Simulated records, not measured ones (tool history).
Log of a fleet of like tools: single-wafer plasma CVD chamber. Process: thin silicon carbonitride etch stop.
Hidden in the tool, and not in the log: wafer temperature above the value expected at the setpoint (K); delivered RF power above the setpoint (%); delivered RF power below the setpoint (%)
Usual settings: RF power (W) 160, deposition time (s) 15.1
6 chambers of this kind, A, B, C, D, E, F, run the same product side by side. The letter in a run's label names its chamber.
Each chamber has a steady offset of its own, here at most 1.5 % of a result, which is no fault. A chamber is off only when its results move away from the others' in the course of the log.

| run | hour | RF power (W) | deposition time (s) | hours since the last thermocouple change | hours since the last RF generator calibration | read-back reference wafer on the same gauge, thickness_nm | mean film thickness on the monitor wafer (nm) |
|---|---|---|---|---|---|---|---|
| 1A | 8.5 | 160 | 15.1 | 364.3 | 1389.8 | 7.2325 | 8.0992 |
|  | 21.5 | chamber D: RF generator calibrated |
| 2C | 21.8 | 160 | 15.1 | 1358.5 | 53.5 | 7.2304 | 8.1271 |
| 3E | 36.1 | 160 | 15.1 | 1984.7 | 115.3 | 7.2371 | 8.0670 |
| 4D | 48.8 | 160 | 15.1 | 1503.2 | 27.4 | 7.2331 | 8.0492 |
| 5F | 56.7 | 160 | 15.1 | 855.9 | 1120.1 | 7.2333 | 8.1307 |
| 6B | 72.2 | 160 | 15.1 | 925.6 | 909.4 | 7.2314 | 7.9204 |
| 7B | 81.2 | 160 | 15.1 | 934.6 | 918.4 | 7.2368 | 7.8906 |
| 8C | 91.6 | 160 | 15.1 | 1428.3 | 123.3 | 7.2318 | 8.1011 |
| 9E | 106.9 | 170 | 15.1 | 2055.5 | 186.1 | 7.2257 | 8.1853 |
| 10F | 114.2 | 170 | 15.1 | 913.4 | 1177.6 | 7.2367 | 8.2289 |
| 11D | 121.5 | 170 | 15.1 | 1575.9 | 100.1 | 7.2377 | 8.1447 |
| 12A | 137.2 | 170 | 15.1 | 493.0 | 1518.5 | 7.2276 | 8.2599 |
| 13A | 147.4 | 170 | 15.1 | 503.2 | 1528.7 | 7.2287 | 8.2927 |
| 14C | 161.6 | 170 | 15.1 | 1498.3 | 193.3 | 7.2349 | 8.2736 |
|  | 168.7 | chamber E: thermocouple changed; heater temperature recalibrated |
| 15E | 168.7 | 160 | 15.1 | 0.1 | 247.9 | 7.2293 | 8.0505 |
| 16D | 178.7 | 160 | 15.1 | 1633.1 | 157.3 | 7.2266 | 8.0940 |
| 17F | 193.4 | 160 | 15.1 | 992.6 | 1256.8 | 7.2327 | 8.0906 |
| 18B | 206.0 | 160 | 15.1 | 1059.4 | 1043.2 | 7.2293 | 7.9202 |
| 19F | 214.7 | 160 | 15.1 | 1013.9 | 1278.1 | 7.2383 | 8.1015 |
| 20E | 222.0 | 160 | 15.1 | 53.4 | 301.2 | 7.2301 | 8.0221 |
| 21B | 235.7 | 180 | 18.0 | 1089.1 | 1072.9 | 7.2271 | 9.7575 |
|  | 244.1 | chamber C: thermocouple changed; heater temperature recalibrated |
| 22D | 244.5 | 180 | 18.0 | 1698.9 | 223.1 | 7.2325 | 9.9079 |
| 23C | 259.8 | 180 | 18.0 | 15.7 | 291.5 | 7.2306 | 9.9296 |
| 24A | 275.5 | 180 | 18.0 | 631.3 | 1656.8 | 7.2317 | 10.0320 |
| 25D | 282.7 | 180 | 18.0 | 1737.1 | 261.3 | 7.2294 | 9.9018 |
| 26A | 290.2 | 180 | 18.0 | 646.0 | 1671.5 | 7.2323 | 10.0590 |
| 27E | 299.5 | 160 | 15.1 | 130.9 | 378.7 | 7.2298 | 8.0224 |
| 28C | 310.6 | 140 | 16.4 | 66.5 | 342.3 | 7.2257 | 8.5287 |
| 29F | 323.4 | 140 | 16.4 | 1122.6 | 1386.8 | 7.2279 | 8.4479 |
| 30B | 335.0 | 140 | 16.4 | 1188.4 | 1172.2 | 7.2223 | 8.3245 |
| 31E | 347.6 | 140 | 16.4 | 179.0 | 426.8 | 7.2268 | 8.3358 |
| 32F | 362.7 | 140 | 16.4 | 1161.9 | 1426.1 | 7.2292 | 8.4294 |
| 33B | 373.2 | 140 | 16.4 | 1226.6 | 1210.4 | 7.2342 | 8.3513 |
| 34D | 387.9 | 135 | 17.3 | 1842.3 | 366.5 | 7.2225 | 8.6862 |
| 35C | 399.4 | 135 | 17.3 | 155.3 | 431.1 | 7.2293 | 8.8259 |
| 36A | 413.1 | 135 | 17.3 | 768.9 | 1794.4 | 7.2283 | 8.8620 |
| 37A | 420.6 | 135 | 17.3 | 776.4 | 1801.9 | 7.2249 | 8.8314 |

All 6 chambers run these settings next. Forecast each chamber's results:
| 38A | 431.9 | 140 | 15.1 |  |  |  | ? |
| 38B | 431.9 | 140 | 15.1 |  |  |  | ? |
| 38C | 431.9 | 140 | 15.1 |  |  |  | ? |
| 38D | 431.9 | 140 | 15.1 |  |  |  | ? |
| 38E | 431.9 | 140 | 15.1 |  |  |  | ? |
| 38F | 431.9 | 140 | 15.1 |  |  |  | ? |

| run | mean film thickness on the monitor wafer (nm) |
|---|---|
| 38A | 7.8179 |
| 38B | 7.6712 |
| 38C | 7.7859 |
| 38D | 7.6551 |
| 38E | 7.7648 |
| 38F | 7.8141 |
